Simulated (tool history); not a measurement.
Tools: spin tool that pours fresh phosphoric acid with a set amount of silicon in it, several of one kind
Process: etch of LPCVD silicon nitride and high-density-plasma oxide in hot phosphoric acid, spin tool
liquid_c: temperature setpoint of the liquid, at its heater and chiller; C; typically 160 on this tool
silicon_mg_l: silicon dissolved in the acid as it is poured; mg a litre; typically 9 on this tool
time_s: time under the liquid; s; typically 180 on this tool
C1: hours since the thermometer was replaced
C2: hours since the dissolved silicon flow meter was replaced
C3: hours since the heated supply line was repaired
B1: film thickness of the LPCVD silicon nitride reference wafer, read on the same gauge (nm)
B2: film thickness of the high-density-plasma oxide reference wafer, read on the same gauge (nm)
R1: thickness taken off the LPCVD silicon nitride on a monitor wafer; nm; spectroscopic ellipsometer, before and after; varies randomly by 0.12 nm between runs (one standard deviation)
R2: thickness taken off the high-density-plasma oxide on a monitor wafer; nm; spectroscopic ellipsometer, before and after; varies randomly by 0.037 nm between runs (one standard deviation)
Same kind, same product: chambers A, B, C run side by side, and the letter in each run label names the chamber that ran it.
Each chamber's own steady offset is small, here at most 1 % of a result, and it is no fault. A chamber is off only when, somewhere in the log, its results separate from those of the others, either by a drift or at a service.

Run 1A, hour 5.9: usual settings; C1 190; C2 1361.1; C3 236.1; B1 39.989; B2 39.973. Result: R1 16.705 nm, R2 0.93775 nm.
Run 2B, hour 13.6: usual settings; C1 2494.1; C2 962.3; C3 1094.8; B1 40.006; B2 39.969. Result: R1 16.801 nm, R2 1.0453 nm.
Run 3C, hour 22.8: usual settings; C1 553.8; C2 320.2; C3 669.9; B1 40.023; B2 39.953. Result: R1 16.696 nm, R2 0.99225 nm.
Run 4A, hour 27.1: usual settings; C1 211.2; C2 1382.3; C3 257.3; B1 39.966; B2 40.005. Result: R1 16.731 nm, R2 1.0193 nm.
Run 5C, hour 33: usual settings; C1 564; C2 330.4; C3 680.1; B1 39.93; B2 40.019. Result: R1 16.751 nm, R2 0.96243 nm.
At hour 35.3: chamber B: dissolved silicon flow meter replaced.
Run 6B, hour 40.1: usual settings; C1 2520.6; C2 4.9; C3 1121.3; B1 40.033; B2 39.988. Result: R1 16.722 nm, R2 0.98792 nm.
Run 7C, hour 44.9: usual settings; C1 575.9; C2 342.3; C3 692; B1 40.007; B2 39.991. Result: R1 16.719 nm, R2 0.93015 nm.
Run 8A, hour 49.5: usual settings; C1 233.6; C2 1404.7; C3 279.7; B1 39.987; B2 40.052. Result: R1 16.782 nm, R2 0.98181 nm.
Run 9B, hour 57: usual settings; C1 2537.5; C2 21.8; C3 1138.2; B1 39.982; B2 39.995. Result: R1 16.644 nm, R2 0.96342 nm.
Run 10C, hour 63.3: usual settings; C1 594.3; C2 360.7; C3 710.4; B1 39.951; B2 39.965. Result: R1 16.471 nm, R2 1.0067 nm.
Run 11B, hour 71.3: usual settings; C1 2551.8; C2 36.1; C3 1152.5; B1 40.038; B2 39.985. Result: R1 16.63 nm, R2 0.9899 nm.
Run 12A, hour 80: usual settings; C1 264.1; C2 1435.2; C3 310.2; B1 39.997; B2 40.024. Result: R1 16.423 nm, R2 0.99153 nm.
Run 13B, hour 87: usual settings but liquid_c 161 C, time_s 130 s; C1 2567.5; C2 51.8; C3 1168.2; B1 40.033; B2 39.995. Result: R1 12.276 nm, R2 0.75002 nm.
At hour 88.4: chamber B: thermometer replaced.
Run 14C, hour 91.6: usual settings but liquid_c 161 C, time_s 130 s; C1 622.6; C2 389; C3 738.7; B1 39.959; B2 40.014. Result: R1 12.643 nm, R2 0.75889 nm.
Run 15A, hour 96.7: usual settings but liquid_c 161 C, time_s 130 s; C1 280.8; C2 1451.9; C3 326.9; B1 39.988; B2 40.007. Result: R1 12.328 nm, R2 0.76857 nm.
Run 16B, hour 105.5: usual settings but silicon_mg_l 6 mg a litre; C1 17.2; C2 70.3; C3 1186.7; B1 39.931; B2 40.03. Result: R1 16.634 nm, R2 1.051 nm.
Run 17A, hour 112.2: usual settings but silicon_mg_l 6 mg a litre; C1 296.3; C2 1467.4; C3 342.4; B1 40.002; B2 40.062. Result: R1 16.575 nm, R2 1.0335 nm.
Run 18C, hour 118.3: usual settings but silicon_mg_l 6 mg a litre; C1 649.3; C2 415.7; C3 765.4; B1 40.033; B2 39.976. Result: R1 16.792 nm, R2 1.1271 nm.
Run 19C, hour 125.5: usual settings; C1 656.5; C2 422.9; C3 772.6; B1 40.029; B2 40.017. Result: R1 16.801 nm, R2 1.0466 nm.
Run 20A, hour 132.7: usual settings but liquid_c 161.5 C, time_s 285 s; C1 316.8; C2 1487.9; C3 362.9; B1 39.983; B2 40.018. Result: R1 27.581 nm, R2 1.8391 nm.
Run 21B, hour 139.7: usual settings but liquid_c 161.5 C, time_s 285 s; C1 51.4; C2 104.5; C3 1220.9; B1 40.004; B2 39.996. Result: R1 27.832 nm, R2 1.7429 nm.
Run 22B, hour 146.1: usual settings but liquid_c 161.5 C, time_s 285 s; C1 57.8; C2 110.9; C3 1227.3; B1 39.984; B2 39.992. Result: R1 27.896 nm, R2 1.8068 nm.
Run 23C, hour 154.5: usual settings; C1 685.5; C2 451.9; C3 801.6; B1 40.011; B2 39.985. Result: R1 16.679 nm, R2 1.0078 nm.
Run 24A, hour 161.6: usual settings; C1 345.7; C2 1516.8; C3 391.8; B1 40.012; B2 39.985. Result: R1 16.706 nm, R2 0.96632 nm.
Run 25A, hour 168.8: usual settings; C1 352.9; C2 1524; C3 399; B1 39.95; B2 40.001. Result: R1 16.57 nm, R2 1.0697 nm.
Run 26C, hour 176.4: usual settings but liquid_c 161.5 C; C1 707.4; C2 473.8; C3 823.5; B1 40.006; B2 39.946. Result: R1 17.669 nm, R2 1.1523 nm.
Run 27B, hour 180.7: usual settings but liquid_c 161.5 C; C1 92.4; C2 145.5; C3 1261.9; B1 39.965; B2 40.027. Result: R1 17.544 nm, R2 1.0895 nm.
Run 28C, hour 188.8: usual settings but liquid_c 161.5 C; C1 719.8; C2 486.2; C3 835.9; B1 39.961; B2 40.01. Result: R1 17.621 nm, R2 1.0871 nm.
Run 29B, hour 195.9: usual settings but liquid_c 162 C, time_s 230 s; C1 107.6; C2 160.7; C3 1277.1; B1 40.05; B2 40.021. Result: R1 22.84 nm, R2 1.4683 nm.
Run 30A, hour 202.8: usual settings but liquid_c 162 C, time_s 230 s; C1 386.9; C2 1558; C3 433; B1 39.993; B2 40.013. Result: R1 23.006 nm, R2 1.4984 nm.
Run 31A, hour 209: usual settings but liquid_c 162 C, time_s 230 s; C1 393.1; C2 1564.2; C3 439.2; B1 39.999; B2 40.006. Result: R1 22.875 nm, R2 1.5869 nm.
Run 32C, hour 217.4: usual settings; C1 748.4; C2 514.8; C3 864.5; B1 40.023; B2 39.992. Result: R1 16.728 nm, R2 1.0117 nm.
Run 33B, hour 225.1: usual settings; C1 136.8; C2 189.9; C3 1306.3; B1 39.989; B2 39.961. Result: R1 16.612 nm, R2 0.94353 nm.
Run 34C, hour 231.6: usual settings but silicon_mg_l 12 mg a litre, time_s 125 s; C1 762.6; C2 529; C3 878.7; B1 40.02; B2 40.013. Result: R1 11.584 nm, R2 0.64381 nm.
Run 35A, hour 239.4: usual settings but silicon_mg_l 12 mg a litre, time_s 125 s; C1 423.5; C2 1594.6; C3 469.6; B1 39.988; B2 39.987. Result: R1 11.633 nm, R2 0.67682 nm.
Run 36B, hour 244: usual settings but silicon_mg_l 12 mg a litre, time_s 125 s; C1 155.7; C2 208.8; C3 1325.2; B1 40.011; B2 40.045. Result: R1 11.622 nm, R2 0.63565 nm.
Run 37C, hour 249.6: usual settings; C1 780.6; C2 547; C3 896.7; B1 39.97; B2 40. Result: R1 16.776 nm, R2 1.034 nm.

Has any chamber moved away from the others, gradually or after a service, or does the common gauge drift, or do the chambers differ only by their own small steady offsets? State the chamber and the most likely cause if one applies.

No chamber stands off beyond its own small offset, and the gauge holds steady.
